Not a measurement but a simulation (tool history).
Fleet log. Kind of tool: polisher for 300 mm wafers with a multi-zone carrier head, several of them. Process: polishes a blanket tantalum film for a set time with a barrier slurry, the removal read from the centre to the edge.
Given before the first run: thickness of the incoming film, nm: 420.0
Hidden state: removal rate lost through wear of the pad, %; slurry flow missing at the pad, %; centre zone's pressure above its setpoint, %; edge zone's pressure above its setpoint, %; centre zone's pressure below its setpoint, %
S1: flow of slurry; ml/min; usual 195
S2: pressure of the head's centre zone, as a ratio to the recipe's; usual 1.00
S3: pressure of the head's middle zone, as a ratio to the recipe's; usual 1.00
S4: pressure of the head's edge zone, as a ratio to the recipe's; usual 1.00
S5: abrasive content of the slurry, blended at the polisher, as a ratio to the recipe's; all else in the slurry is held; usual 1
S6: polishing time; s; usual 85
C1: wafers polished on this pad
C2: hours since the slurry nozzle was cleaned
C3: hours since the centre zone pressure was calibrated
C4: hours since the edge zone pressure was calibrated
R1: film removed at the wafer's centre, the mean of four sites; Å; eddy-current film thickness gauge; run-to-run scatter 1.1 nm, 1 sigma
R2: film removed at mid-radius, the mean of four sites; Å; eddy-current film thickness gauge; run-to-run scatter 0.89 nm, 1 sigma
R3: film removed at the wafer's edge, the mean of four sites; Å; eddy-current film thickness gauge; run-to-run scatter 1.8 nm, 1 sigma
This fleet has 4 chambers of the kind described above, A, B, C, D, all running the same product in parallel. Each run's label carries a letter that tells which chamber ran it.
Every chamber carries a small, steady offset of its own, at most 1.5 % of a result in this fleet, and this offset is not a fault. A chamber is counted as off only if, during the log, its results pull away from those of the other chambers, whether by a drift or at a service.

run   hour   S1    S2    S3    S4  S5  S6    C1     C2     C3     C4       R1      R2      R3
 1A    7.3  195  1.00  1.00  1.00   1  85   852  208.7  131.7  646.8  1242.40  1264.5  1250.4
      13.9  -- chamber D: worn pad replaced by a new one
 2D   16.1  195  1.00  1.00  1.00   1  85    26   16.6   27.9  239.8  1242.30  1235.7  1256.8
      23.3  -- chamber A: worn pad replaced by a new one
 3B   26.4  195  1.00  1.00  1.00   1  85   829  447.7  326.6  716.5  1246.80  1246.2  1272.9
 4C   33.1  195  1.00  1.00  1.00   1  85   702  743.7  424.7  622.4  1239.90  1250.5  1216.8
 5D   41.1  195  1.00  1.00  1.00   1  85   327   41.6   52.9  264.8  1230.90  1241.4  1228.5
 6A   46.1  195  1.00  1.00  1.00   1  85   274  247.5  170.5  685.6  1243.90  1252.5  1221.8
      52.4  -- chamber C: worn pad replaced by a new one
 7B   55.9  195  1.00  1.00  1.00   1  85  1184  477.2  356.1  746.0  1242.90  1246.2  1269.3
      56.9  -- chamber B: worn pad replaced by a new one
 8C   62.0  195  1.00  1.00  1.00   1  85   116  772.6  453.6  651.3  1243.40  1234.0  1199.0
      62.9  -- chamber D: worn pad replaced by a new one
 9D   69.2  195  1.00  1.00  1.00   1  85    75   69.7   81.0  292.9  1254.00  1233.6  1258.6
10B   74.8  195  1.00  1.00  1.00   1  85   215  496.1  375.0  764.9  1242.00  1252.4  1217.8
      76.8  -- chamber B: centre zone pressure recalibrated
      78.8  -- chamber B: edge zone pressure recalibrated
11C   84.0  195  1.00  1.00  1.00   1  85   380  794.6  475.6  673.3  1252.00  1231.5  1230.1
12A   94.4  195  1.00  1.00  1.00   1  85   856  295.8  218.8  733.9  1220.20  1237.0  1220.2
     101.6  -- chamber A: slurry nozzle cleaned
13B  101.6  195  1.00  1.00  1.00   1  85   538  522.9   24.9   22.9  1110.50  1226.7  1248.3
     106.7  -- chamber A: worn pad replaced by a new one
14C  106.8  195  1.00  1.00  1.00   1  85   655  817.4  498.4  696.1  1238.10  1256.5  1230.6
15D  113.2  195  1.00  1.00  1.00   1  85   605  113.7  125.0  336.9  1228.60  1227.3  1260.9
     113.4  -- chamber D: worn pad replaced by a new one
     116.8  -- chamber C: worn pad replaced by a new one
16A  121.0  195  1.00  1.08  1.00   1  85   173   19.5  245.4  760.5  1251.80  1324.8  1233.6
17A  128.6  195  1.00  1.08  1.00   1  85   264   27.1  253.0  768.1  1254.90  1326.4  1255.9
     129.3  -- chamber C: slurry nozzle cleaned
18B  138.5  195  1.00  1.08  1.00   1  85   982  559.8   61.8   59.8  1109.50  1331.6  1240.9
19C  144.3  195  1.00  1.08  1.00   1  85   332   15.1  535.9  733.6  1242.40  1342.5  1204.0
     147.8  -- chamber A: edge zone pressure recalibrated
     148.7  -- chamber B: worn pad replaced by a new one
20D  153.0  195  1.00  1.00  1.00   1  85   477  153.5  164.8  376.7  1246.10  1235.1  1236.9
21A  159.5  195  1.00  1.00  1.04   1  73   636   58.0  283.9   11.8  1058.50  1070.1  1096.1
22D  166.9  195  1.00  1.00  1.04   1  73   645  167.4  178.7  390.6  1060.00  1047.9  1119.1
23C  172.6  195  1.00  1.00  1.04   1  73   673   43.4  564.2  761.9  1048.00  1080.2  1076.9
     177.3  -- chamber D: worn pad replaced by a new one
     181.2  -- chamber A: worn pad replaced by a new one
24B  182.5  195  1.00  1.00  1.04   1  73   407  603.8  105.8  103.8   948.66  1065.4  1080.8
25A  190.9  195  1.00  1.00  1.00   1  85   117   89.4  315.3   43.2  1244.20  1227.5  1264.7
     192.9  -- chamber C: worn pad replaced by a new one
26B  199.4  195  1.06  1.00  1.10   1  85   611  620.7  122.7  120.7  1182.90  1252.5  1315.6
27C  206.7  195  1.06  1.00  1.10   1  85   166   77.5  598.3  796.0  1344.30  1244.3  1275.9
28D  211.6  195  1.06  1.00  1.10   1  85   413  212.1  223.4  435.3  1319.30  1237.3  1321.7
29C  216.7  195  1.06  1.00  1.10   1  85   287   87.5  608.3  806.0  1311.30  1226.4  1309.9
30B  225.4  195  1.00  1.00  1.00   1  85   924  646.7  148.7  146.7  1101.50  1250.2  1237.8
     229.1  -- chamber D: edge zone pressure recalibrated
31D  233.9  195  1.00  1.00  1.12   1  85   681  234.4  245.7    4.9  1243.00  1231.1  1302.9
     235.1  -- chamber A: centre zone pressure recalibrated
     241.3  -- chamber D: worn pad replaced by a new one
32A  242.5  195  1.00  1.00  1.12   1  85   739  141.0    7.5   94.8  1218.70  1255.2  1329.7
33A  248.8  195  1.00  1.00  1.12   1  85   815  147.3   13.8  101.1  1237.90  1235.9  1295.3
34D  254.2  195  1.00  1.00  1.12   1  85   155  254.7  266.0   25.2  1228.70  1234.4  1350.1

Decide between three cases: one chamber stands off from its peers, the gauge reading all wafers drifts, or nothing is wrong past each chamber's small offset. Where a chamber is off, say which and what most likely put it there.

After it was serviced, chamber B no longer matches the other chambers.
What lies behind it: centre zone's pressure below its setpoint, % = 9.66.

Chamber B could run next with any of the 4 candidate recipes listed below; each alters the usual settings, and their results appear as question marks. Which one brings its results back in line with what the other chambers deliver on the usual settings?
Maximum distance from the other chambers' mean on the usual settings for a result to count as in line: R1 40.00 Å; R2 31.0 Å; R3 63.0 Å
35B-1  261.8  200  1.10  0.98  0.96   1  86                   ?   ?   ?
35B-2  261.8  185  0.85  1.02  1.06   1  84                   ?   ?   ?
35B-3  261.8  190  0.91  1.01  1.03   1  85                   ?   ?   ?
35B-4  261.8  210  1.17  0.97  0.94   1  86                   ?   ?   ?

What the other chambers average on the usual settings: R1 1241.50 Å; R2 1239.8 Å; R3 1243.1 Å
  run       R1      R2      R3
35B-1  1240.40  1240.5  1233.5
35B-2   898.71  1243.8  1257.7
35B-3   986.08  1252.1  1257.3
35B-4  1336.80  1236.8  1226.6
35B-1 is the one that brings the chamber's results back in line with the other chambers.
